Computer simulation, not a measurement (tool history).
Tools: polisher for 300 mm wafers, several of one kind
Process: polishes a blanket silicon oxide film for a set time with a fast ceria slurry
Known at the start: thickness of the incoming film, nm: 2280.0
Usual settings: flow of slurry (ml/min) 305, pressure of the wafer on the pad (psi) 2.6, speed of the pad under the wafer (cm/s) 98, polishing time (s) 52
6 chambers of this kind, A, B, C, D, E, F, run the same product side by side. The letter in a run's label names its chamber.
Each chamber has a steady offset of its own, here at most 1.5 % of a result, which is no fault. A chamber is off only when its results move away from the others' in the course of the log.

run   hour  flow of slurry (ml/min)  pressure of the wafer on the pad (psi)  speed of the pad under the wafer (cm/s)  polishing time (s)  wafers polished on this pad  hours since the slurry nozzle was cleaned  hours since the head pressure was calibrated  film removed (angstrom)
       9.4  -- chamber E: worn pad replaced by a new one
       9.7  -- chamber C: worn pad replaced by a new one
      11.8  -- chamber A: worn pad replaced by a new one
 1F   13.0                      305                                     2.6                                       98                  52                          587                                      164.1                                         357.3                   7193.3
 2E   21.0                      305                                     2.6                                       98                  52                           82                                      323.7                                         787.9                   7059.1
 3B   30.4                      305                                     2.6                                       98                  52                          236                                      310.1                                         463.4                   7056.2
 4C   41.4                      305                                     2.6                                       98                  52                          222                                      408.2                                         930.6                   7197.7
 5D   52.9                      305                                     2.6                                       98                  52                          911                                      451.0                                        1299.0                   7196.2
      59.0  -- chamber F: worn pad replaced by a new one
 6A   61.4                      305                                     2.6                                       98                  52                          348                                      593.1                                         198.5                   7170.2
      62.6  -- chamber D: worn pad replaced by a new one
 7F   74.7                      305                                     2.6                                       98                  52                          110                                      225.8                                         419.0                   7201.2
 8A   86.8                      305                                     2.6                                       98                  52                          527                                      618.5                                         223.9                   7069.4
      94.1  -- chamber C: worn pad replaced by a new one
      95.3  -- chamber B: worn pad replaced by a new one
 9E   95.5                      305                                     2.6                                       98                  52                          605                                      398.2                                         862.4                   7072.3
10D  108.6                      305                                     2.6                                       98                  52                          323                                      506.7                                        1354.7                   7042.8
     114.3  -- chamber E: worn pad replaced by a new one
11C  120.7                      305                                     2.6                                       98                  52                          187                                      487.5                                        1009.9                   7143.5
12B  134.4                      305                                     2.6                                       98                  52                          275                                      414.1                                         567.4                   7037.3
13D  142.7                      305                                     2.6                                       98                  52                          563                                      540.8                                        1388.8                   7002.7
14F  153.2                      305                                     1.9                                       98                  52                          661                                      304.3                                         497.5                   5163.6
     154.5  -- chamber A: slurry nozzle cleaned
     155.0  -- chamber D: head pressure recalibrated
     159.2  -- chamber B: slurry nozzle cleaned
15C  162.1                      305                                     1.9                                       98                  52                          477                                      528.9                                        1051.3                   5114.9
     162.9  -- chamber E: slurry nozzle cleaned
     169.1  -- chamber C: worn pad replaced by a new one
     170.4  -- chamber A: worn pad replaced by a new one
16A  175.9                      305                                     1.9                                       98                  52                           39                                       21.4                                         313.0                   5077.9
17E  187.0                      305                                     1.9                                       98                  52                          511                                       24.1                                         953.9                   5185.6
     187.1  -- chamber F: worn pad replaced by a new one
18B  195.7                      305                                     1.9                                       98                  52                          705                                       36.6                                         628.7                   5166.5
     196.9  -- chamber B: worn pad replaced by a new one
19D  211.6                      305                                     1.9                                       98                  52                         1047                                      609.7                                          56.6                   5110.5
     212.5  -- chamber A: head pressure recalibrated
20C  223.0                      305                                     2.6                                       98                  52                          378                                      589.8                                        1112.2                   7096.3
     224.1  -- chamber D: slurry nozzle cleaned
     225.0  -- chamber E: worn pad replaced by a new one
     229.2  -- chamber D: worn pad replaced by a new one
21A  232.5                      305                                     2.6                                       98                  52                          436                                       78.0                                          20.1                   7047.5
     245.8  -- chamber C: worn pad replaced by a new one
22B  247.7                      305                                     2.6                                       98                  52                          357                                       88.6                                         680.7                   6968.2
23E  256.5                      305                                     2.6                                       98                  52                          221                                       93.6                                        1023.4                   7085.3
24F  265.7                      305                                     2.6                                       98                  52                          552                                      416.8                                         610.0                   7111.3
     268.5  -- chamber C: head pressure recalibrated
     272.7  -- chamber E: head pressure recalibrated
25C  280.8                      305                                     2.6                                       98                  52                          246                                      647.6                                          12.3                   7270.9
     292.5  -- chamber F: head pressure recalibrated
26A  294.2                      305                                     2.6                                       76                  52                          870                                      139.7                                          81.8                   5422.1
27F  308.6                      305                                     2.6                                       76                  52                          853                                      459.7                                          16.1                   5452.0
     309.8  -- chamber B: worn pad replaced by a new one
     315.6  -- chamber A: worn pad replaced by a new one
28E  320.2                      305                                     2.6                                       76                  52                          669                                      157.3                                          47.5                   5563.4
     321.9  -- chamber F: slurry nozzle cleaned
     330.0  -- chamber C: worn pad replaced by a new one
29B  332.5                      305                                     2.6                                       76                  52                          159                                      173.4                                         765.5                   5420.7
     339.5  -- chamber E: worn pad replaced by a new one
     342.6  -- chamber F: worn pad replaced by a new one
30D  346.7                      305                                     2.6                                       76                  52                          825                                      122.6                                         191.7                   5536.5
     347.1  -- chamber B: head pressure recalibrated
31D  359.2                      305                                     2.6                                       76                  52                          913                                      135.1                                         204.2                   5534.2
32E  369.5                      305                                     2.6                                       98                  52                          211                                      206.6                                          96.8                   7205.5
33B  380.2                      305                                     2.6                                       98                  52                          494                                      221.1                                          33.1                   6995.8
34A  395.2                      305                                     2.6                                       98                  52                          559                                      240.7                                         182.8                   7014.1
     405.5  -- chamber C: worn pad replaced by a new one
35C  408.6                      305                                     2.6                                       98                  52                           22                                      775.4                                         140.1                   7179.6
36F  418.8                      305                                     2.6                                       98                  52                          535                                       96.9                                         126.3                   7160.8

Next, every chamber runs the same settings. What will each give?
37A  430.2                      305                                     2.6                                       98                  52                                                                                                                                              ?
37B  430.2                      305                                     2.6                                       98                  52                                                                                                                                              ?
37C  430.2                      305                                     2.6                                       98                  52                                                                                                                                              ?
37D  430.2                      305                                     2.6                                       98                  52                                                                                                                                              ?
37E  430.2                      305                                     2.6                                       98                  52                                                                                                                                              ?
37F  430.2                      305                                     2.6                                       98                  52                                                                                                                                              ?

run  film removed (angstrom)
37A                   7137.2
37B                   6987.4
37C                   7079.1
37D                   6974.6
37E                   6953.4
37F                   7225.8
